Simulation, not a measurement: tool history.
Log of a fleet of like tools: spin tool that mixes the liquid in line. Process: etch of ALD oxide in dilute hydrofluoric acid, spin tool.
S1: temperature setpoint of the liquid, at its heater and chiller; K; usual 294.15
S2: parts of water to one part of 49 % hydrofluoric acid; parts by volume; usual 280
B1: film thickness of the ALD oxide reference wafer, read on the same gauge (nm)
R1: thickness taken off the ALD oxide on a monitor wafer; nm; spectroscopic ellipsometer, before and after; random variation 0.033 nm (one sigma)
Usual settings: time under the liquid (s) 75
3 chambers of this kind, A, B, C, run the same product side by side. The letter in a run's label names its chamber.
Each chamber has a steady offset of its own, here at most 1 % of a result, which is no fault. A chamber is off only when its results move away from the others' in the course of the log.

run 1A day=0.271 | S1=294.15 S2=280 time_under_the_liquid_(s)=75 | B1=49.978 | R1=4.4897
run 2C day=0.629 | S1=294.15 S2=280 time_under_the_liquid_(s)=75 | B1=50.006 | R1=4.4999
run 3B day=0.979 | S1=294.15 S2=280 time_under_the_liquid_(s)=75 | B1=50.006 | R1=4.5013
run 4A day=1.321 | S1=294.15 S2=280 time_under_the_liquid_(s)=75 | B1=50.017 | R1=4.5181
run 5B day=1.658 | S1=294.15 S2=280 time_under_the_liquid_(s)=75 | B1=50.074 | R1=4.5003
run 6C day=2.008 | S1=294.15 S2=280 time_under_the_liquid_(s)=75 | B1=50.017 | R1=4.5255
run 7A day=2.333 | S1=294.15 S2=280 time_under_the_liquid_(s)=75 | B1=49.993 | R1=4.5589
run 8B day=2.704 | S1=294.15 S2=280 time_under_the_liquid_(s)=75 | B1=49.997 | R1=4.4906
-- day=2.846 chamber C: thermometer replaced
run 9C day=3.067 | S1=294.15 S2=280 time_under_the_liquid_(s)=75 | B1=50.042 | R1=4.5487
run 10A day=3.312 | S1=294.15 S2=280 time_under_the_liquid_(s)=75 | B1=49.987 | R1=4.5113
run 11B day=3.675 | S1=294.15 S2=280 time_under_the_liquid_(s)=75 | B1=49.980 | R1=4.5136
run 12C day=4.000 | S1=294.15 S2=280 time_under_the_liquid_(s)=75 | B1=50.006 | R1=4.5315
run 13A day=4.367 | S1=294.15 S2=280 time_under_the_liquid_(s)=75 | B1=49.997 | R1=4.5439
run 14C day=4.721 | S1=294.15 S2=280 time_under_the_liquid_(s)=75 | B1=50.032 | R1=4.5265
run 15B day=5.004 | S1=294.15 S2=280 time_under_the_liquid_(s)=75 | B1=50.048 | R1=4.5087
run 16A day=5.333 | S1=294.15 S2=280 time_under_the_liquid_(s)=75 | B1=50.065 | R1=4.4740
run 17C day=5.742 | S1=294.15 S2=280 time_under_the_liquid_(s)=75 | B1=49.981 | R1=4.5491
run 18B day=5.950 | S1=294.15 S2=280 time_under_the_liquid_(s)=75 | B1=49.979 | R1=4.5695
run 19C day=6.246 | S1=294.15 S2=280 time_under_the_liquid_(s)=75 | B1=49.936 | R1=4.5565
run 20A day=6.446 | S1=294.15 S2=280 time_under_the_liquid_(s)=75 | B1=49.945 | R1=4.4157
run 21B day=6.642 | S1=294.15 S2=280 time_under_the_liquid_(s)=75 | B1=49.958 | R1=4.5903
run 22A day=7.058 | S1=292.15 S2=280 time_under_the_liquid_(s)=75 | B1=49.996 | R1=4.1511
run 23C day=7.442 | S1=292.15 S2=280 time_under_the_liquid_(s)=75 | B1=49.962 | R1=4.2091
run 24B day=7.696 | S1=292.15 S2=280 time_under_the_liquid_(s)=75 | B1=50.014 | R1=4.2302
run 25A day=8.146 | S1=294.15 S2=280 time_under_the_liquid_(s)=75 | B1=50.006 | R1=4.4020
run 26B day=8.433 | S1=294.15 S2=280 time_under_the_liquid_(s)=75 | B1=50.033 | R1=4.5466
run 27C day=8.733 | S1=294.15 S2=280 time_under_the_liquid_(s)=75 | B1=49.962 | R1=4.5181
run 28C day=9.175 | S1=294.15 S2=280 time_under_the_liquid_(s)=75 | B1=49.995 | R1=4.5300
run 29B day=9.508 | S1=294.15 S2=280 time_under_the_liquid_(s)=75 | B1=49.978 | R1=4.5677
run 30A day=9.796 | S1=294.15 S2=280 time_under_the_liquid_(s)=75 | B1=50.003 | R1=4.3439
run 31C day=10.196 | S1=294.15 S2=280 time_under_the_liquid_(s)=75 | B1=50.010 | R1=4.5769
run 32A day=10.621 | S1=294.15 S2=280 time_under_the_liquid_(s)=75 | B1=49.963 | R1=4.3719
run 33B day=10.942 | S1=294.15 S2=280 time_under_the_liquid_(s)=75 | B1=50.007 | R1=4.5510
run 34A day=11.388 | S1=294.15 S2=280 time_under_the_liquid_(s)=75 | B1=49.989 | R1=4.3528
-- day=11.446 chamber C: hydrofluoric acid flow meter replaced
run 35B day=11.604 | S1=294.15 S2=280 time_under_the_liquid_(s)=75 | B1=50.011 | R1=4.5148
run 36C day=11.883 | S1=294.15 S2=165 time_under_the_liquid_(s)=75 | B1=49.967 | R1=8.7321
run 37C day=12.188 | S1=294.15 S2=165 time_under_the_liquid_(s)=75 | B1=50.024 | R1=8.6888
run 38B day=12.554 | S1=294.15 S2=165 time_under_the_liquid_(s)=75 | B1=49.988 | R1=8.6973
run 39A day=12.871 | S1=294.15 S2=280 time_under_the_liquid_(s)=75 | B1=50.003 | R1=4.2769
run 40A day=13.125 | S1=294.15 S2=280 time_under_the_liquid_(s)=75 | B1=49.984 | R1=4.3018
run 41C day=13.379 | S1=297.15 S2=280 time_under_the_liquid_(s)=75 | B1=50.011 | R1=5.0553
run 42B day=13.742 | S1=297.15 S2=280 time_under_the_liquid_(s)=75 | B1=49.991 | R1=5.0903

All 3 chambers run these settings next. Forecast each chamber's results:
run 43A day=14.062 | S1=294.15 S2=280 time_under_the_liquid_(s)=75 | R1=?
run 43B day=14.062 | S1=294.15 S2=280 time_under_the_liquid_(s)=75 | R1=?
run 43C day=14.062 | S1=294.15 S2=280 time_under_the_liquid_(s)=75 | R1=?

run=43A R1=4.3090
run=43B R1=4.5533
run=43C R1=4.4787
